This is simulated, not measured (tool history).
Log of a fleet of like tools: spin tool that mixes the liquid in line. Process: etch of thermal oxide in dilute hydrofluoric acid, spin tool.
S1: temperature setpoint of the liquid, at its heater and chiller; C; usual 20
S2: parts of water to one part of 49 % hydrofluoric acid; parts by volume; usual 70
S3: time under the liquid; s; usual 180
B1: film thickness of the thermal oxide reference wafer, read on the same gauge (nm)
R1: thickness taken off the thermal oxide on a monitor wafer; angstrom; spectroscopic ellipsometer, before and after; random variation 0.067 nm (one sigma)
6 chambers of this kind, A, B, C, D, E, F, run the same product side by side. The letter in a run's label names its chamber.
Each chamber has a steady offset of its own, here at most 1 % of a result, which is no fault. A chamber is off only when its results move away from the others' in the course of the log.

{"run": "1A", "hour": 11.2, "S1": 20, "S2": 70, "S3": 180, "B1": 89.993, "R1": 101.81}
{"run": "2C", "hour": 16.6, "S1": 20, "S2": 70, "S3": 180, "B1": 89.998, "R1": 101.76}
{"run": "3D", "hour": 27.6, "S1": 20, "S2": 70, "S3": 180, "B1": 90.006, "R1": 103.75}
{"run": "4B", "hour": 33.4, "S1": 20, "S2": 70, "S3": 180, "B1": 89.986, "R1": 103.25}
{"run": "5E", "hour": 39.3, "S1": 20, "S2": 70, "S3": 180, "B1": 89.964, "R1": 101.92}
{"run": "6F", "hour": 47.3, "S1": 20, "S2": 70, "S3": 180, "B1": 89.993, "R1": 102.51}
{"run": "7A", "hour": 56.6, "S1": 20, "S2": 70, "S3": 180, "B1": 89.991, "R1": 101.37}
{"run": "8E", "hour": 64.8, "S1": 20, "S2": 70, "S3": 180, "B1": 89.966, "R1": 102.9}
{"run": "9F", "hour": 75.7, "S1": 20, "S2": 70, "S3": 85, "B1": 89.996, "R1": 48.398}
{"run": "10D", "hour": 83.9, "S1": 20, "S2": 70, "S3": 85, "B1": 90.002, "R1": 48.344}
{"run": "11C", "hour": 93.8, "S1": 20, "S2": 70, "S3": 85, "B1": 90.017, "R1": 48.509}
{"run": "12B", "hour": 104.3, "S1": 20, "S2": 70, "S3": 85, "B1": 90.008, "R1": 48.71}
{"run": "13B", "hour": 112.2, "S1": 20, "S2": 70, "S3": 85, "B1": 90.009, "R1": 48.332}
{"run": "14F", "hour": 120.1, "S1": 20, "S2": 70, "S3": 85, "B1": 90.014, "R1": 48.096}
{"run": "15A", "hour": 129.9, "S1": 20, "S2": 70, "S3": 180, "B1": 90, "R1": 100.97}
{"run": "16C", "hour": 139.7, "S1": 20, "S2": 70, "S3": 180, "B1": 89.994, "R1": 102.33}
{"run": "17D", "hour": 147.2, "S1": 20, "S2": 70, "S3": 180, "B1": 90.006, "R1": 103.36}
{"run": "18E", "hour": 153.1, "S1": 20, "S2": 70, "S3": 180, "B1": 90.031, "R1": 101.88}
{"run": "19C", "hour": 161.9, "S1": 20, "S2": 70, "S3": 245, "B1": 89.986, "R1": 139.71}
{"run": "20F", "hour": 167.8, "S1": 20, "S2": 70, "S3": 245, "B1": 90.011, "R1": 137.38}
{"run": "21B", "hour": 177.3, "S1": 20, "S2": 70, "S3": 245, "B1": 89.999, "R1": 141.14}
{"run": "22E", "hour": 185.7, "S1": 20, "S2": 70, "S3": 245, "B1": 89.981, "R1": 138.46}
{"run": "23A", "hour": 196.8, "S1": 20, "S2": 70, "S3": 245, "B1": 90.005, "R1": 137.65}
{"run": "24D", "hour": 202.7, "S1": 20, "S2": 70, "S3": 245, "B1": 90.006, "R1": 139.98}
{"run": "25D", "hour": 211.5, "S1": 20, "S2": 70, "S3": 180, "B1": 90.008, "R1": 103.62}
{"run": "26E", "hour": 220.8, "S1": 20, "S2": 70, "S3": 180, "B1": 89.994, "R1": 103.19}
{"run": "27C", "hour": 227.3, "S1": 20, "S2": 70, "S3": 180, "B1": 90.007, "R1": 102.37}
{"run": "28A", "hour": 238.2, "S1": 20, "S2": 70, "S3": 180, "B1": 89.991, "R1": 101.42}
{"run": "29B", "hour": 244.0, "S1": 24, "S2": 70, "S3": 140, "B1": 90.022, "R1": 94.798}
{"run": "30F", "hour": 251.4, "S1": 24, "S2": 70, "S3": 140, "B1": 89.986, "R1": 90.356}
{"run": "31D", "hour": 262.2, "S1": 24, "S2": 70, "S3": 140, "B1": 90.005, "R1": 93.704}
{"run": "32C", "hour": 269.4, "S1": 24, "S2": 70, "S3": 140, "B1": 90.001, "R1": 95.147}
{"run": "33A", "hour": 276.7, "S1": 24, "S2": 70, "S3": 140, "B1": 90.008, "R1": 92.004}
{"hour": 283.1, "done": "chamber E: hydrofluoric acid flow meter replaced"}
{"run": "34B", "hour": 285.4, "S1": 24, "S2": 70, "S3": 140, "B1": 89.975, "R1": 94.984}
{"run": "35F", "hour": 292.9, "S1": 20, "S2": 70, "S3": 180, "B1": 89.985, "R1": 97.054}
{"hour": 294.5, "done": "chamber D: hydrofluoric acid flow meter replaced"}
{"run": "36E", "hour": 299.5, "S1": 20, "S2": 70, "S3": 180, "B1": 90.01, "R1": 100.92}
{"run": "37F", "hour": 311.0, "S1": 18.5, "S2": 95, "S3": 180, "B1": 90.008, "R1": 64.448}
{"run": "38E", "hour": 316.9, "S1": 18.5, "S2": 95, "S3": 180, "B1": 90.024, "R1": 69.148}
{"run": "39A", "hour": 322.3, "S1": 18.5, "S2": 95, "S3": 180, "B1": 90.011, "R1": 68.163}
{"run": "40D", "hour": 330.4, "S1": 18.5, "S2": 95, "S3": 180, "B1": 89.99, "R1": 69.4}
{"run": "41B", "hour": 339.8, "S1": 18.5, "S2": 95, "S3": 180, "B1": 90.024, "R1": 69.257}
{"run": "42C", "hour": 350.6, "S1": 18.5, "S2": 95, "S3": 180, "B1": 90.007, "R1": 68.58}
{"run": "43A", "hour": 358.7, "S1": 20, "S2": 70, "S3": 230, "B1": 90.001, "R1": 129.06}

All 6 chambers run these settings next. Forecast each chamber's results:
{"run": "44A", "hour": 366.9, "S1": 17, "S2": 70, "S3": 180, "R1": "?"}
{"run": "44B", "hour": 366.9, "S1": 17, "S2": 70, "S3": 180, "R1": "?"}
{"run": "44C", "hour": 366.9, "S1": 17, "S2": 70, "S3": 180, "R1": "?"}
{"run": "44D", "hour": 366.9, "S1": 17, "S2": 70, "S3": 180, "R1": "?"}
{"run": "44E", "hour": 366.9, "S1": 17, "S2": 70, "S3": 180, "R1": "?"}
{"run": "44F", "hour": 366.9, "S1": 17, "S2": 70, "S3": 180, "R1": "?"}

run=44A R1=88.92
run=44B R1=89.694
run=44C R1=89.982
run=44D R1=90.602
run=44E R1=89.548
run=44F R1=84.908
